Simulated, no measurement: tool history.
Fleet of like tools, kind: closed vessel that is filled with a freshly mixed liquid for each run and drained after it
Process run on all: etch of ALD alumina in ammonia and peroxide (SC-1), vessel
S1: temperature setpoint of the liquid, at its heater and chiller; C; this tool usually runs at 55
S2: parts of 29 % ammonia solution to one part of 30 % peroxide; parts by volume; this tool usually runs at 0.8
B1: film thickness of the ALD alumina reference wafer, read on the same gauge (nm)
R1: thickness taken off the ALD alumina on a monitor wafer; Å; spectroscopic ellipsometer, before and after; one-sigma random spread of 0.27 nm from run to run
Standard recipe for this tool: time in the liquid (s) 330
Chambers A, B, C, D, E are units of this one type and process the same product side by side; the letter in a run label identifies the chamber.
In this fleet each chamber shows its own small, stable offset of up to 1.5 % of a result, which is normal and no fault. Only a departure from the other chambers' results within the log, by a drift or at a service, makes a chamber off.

Run 1E, hour 13.1: usual settings; B1 150.01. Result: R1 306.51 Å.
Run 2B, hour 25.6: usual settings; B1 149.99. Result: R1 309.42 Å.
Run 3D, hour 38.7: usual settings; B1 150.07. Result: R1 310.62 Å.
At hour 38.9: chamber C: ammonia flow meter replaced.
Run 4A, hour 48.1: usual settings; B1 150. Result: R1 314.86 Å.
Run 5C, hour 61.4: usual settings but S2 0.6 parts by volume; B1 150.04. Result: R1 306.8 Å.
Run 6C, hour 68.6: usual settings but S2 0.6 parts by volume; B1 150. Result: R1 299.39 Å.
Run 7E, hour 76.3: usual settings but S2 0.6 parts by volume; B1 149.98. Result: R1 296.95 Å.
Run 8B, hour 84.6: usual settings but S2 0.6 parts by volume; B1 149.96. Result: R1 302.22 Å.
Run 9D, hour 91.1: usual settings but S2 0.6 parts by volume; B1 150. Result: R1 304.1 Å.
Run 10A, hour 99.7: usual settings; B1 149.98. Result: R1 311.67 Å.
Run 11B, hour 109: usual settings; B1 150.03. Result: R1 314.37 Å.
At hour 118.9: chamber D: ammonia flow meter replaced.
At hour 120.1: chamber D: thermometer replaced.
Run 12A, hour 121.7: usual settings; B1 150.01. Result: R1 314.54 Å.
At hour 122.9: chamber E: new drum of ammonia solution connected.
At hour 131.7: chamber D: new drum of ammonia solution connected.
Run 13C, hour 133.8: usual settings but S2 0.6 parts by volume, time in the liquid (s) 150; B1 149.98. Result: R1 138.61 Å.
Run 14E, hour 143.5: usual settings but S2 0.6 parts by volume, time in the liquid (s) 150; B1 150. Result: R1 135.66 Å.
Run 15D, hour 156.1: usual settings but S2 0.6 parts by volume, time in the liquid (s) 150; B1 150. Result: R1 137.14 Å.
Run 16A, hour 167.7: usual settings but S2 0.6 parts by volume, time in the liquid (s) 150; B1 149.99. Result: R1 138.71 Å.
Run 17E, hour 177.2: usual settings but S2 0.6 parts by volume, time in the liquid (s) 150; B1 150.01. Result: R1 131.91 Å.
Run 18C, hour 184.3: usual settings; B1 150.02. Result: R1 311.22 Å.
At hour 195.6: chamber A: ammonia flow meter replaced.
Run 19D, hour 198.4: usual settings; B1 150. Result: R1 313.56 Å.
Run 20B, hour 210.3: usual settings; B1 150. Result: R1 310.8 Å.
Run 21E, hour 218.8: usual settings; B1 149.97. Result: R1 295.5 Å.
At hour 227.8: chamber A: new drum of ammonia solution connected.
At hour 228.9: chamber B: thermometer replaced.
Run 22A, hour 230.5: usual settings; B1 149.99. Result: R1 318.07 Å.
Run 23D, hour 241.5: usual settings; B1 149.97. Result: R1 314.17 Å.
Run 24B, hour 255.7: usual settings; B1 149.99. Result: R1 309.7 Å.
Run 25C, hour 267.1: usual settings; B1 150.02. Result: R1 313 Å.
Run 26D, hour 276.9: usual settings; B1 150. Result: R1 314.74 Å.
Run 27E, hour 286.9: usual settings but time in the liquid (s) 505; B1 150. Result: R1 448.64 Å.
Run 28A, hour 294.2: usual settings but time in the liquid (s) 505; B1 150.01. Result: R1 490.48 Å.
Run 29B, hour 304.9: usual settings but time in the liquid (s) 505; B1 150. Result: R1 478.3 Å.
Run 30C, hour 313.9: usual settings but time in the liquid (s) 505; B1 150.01. Result: R1 485.21 Å.
Run 31E, hour 322.1: usual settings but time in the liquid (s) 505; B1 150.03. Result: R1 449.4 Å.
Run 32A, hour 331.6: usual settings; B1 150.01. Result: R1 316.95 Å.
Run 33B, hour 343.4: usual settings; B1 150.01. Result: R1 311.13 Å.
Run 34D, hour 356.8: usual settings; B1 149.98. Result: R1 309.35 Å.
Run 35C, hour 365.2: usual settings; B1 150.01. Result: R1 308.86 Å.
Run 36C, hour 372.6: usual settings; B1 150.03. Result: R1 308.3 Å.

Next, every chamber runs the same settings. What will each give?
Run 37A, hour 383.2: usual settings. Result: R1 ?.
Run 37B, hour 383.2: usual settings. Result: R1 ?.
Run 37C, hour 383.2: usual settings. Result: R1 ?.
Run 37D, hour 383.2: usual settings. Result: R1 ?.
Run 37E, hour 383.2: usual settings. Result: R1 ?.

run      R1
37A   318.4
37B  310.29
37C   311.2
37D  306.44
37E  283.85
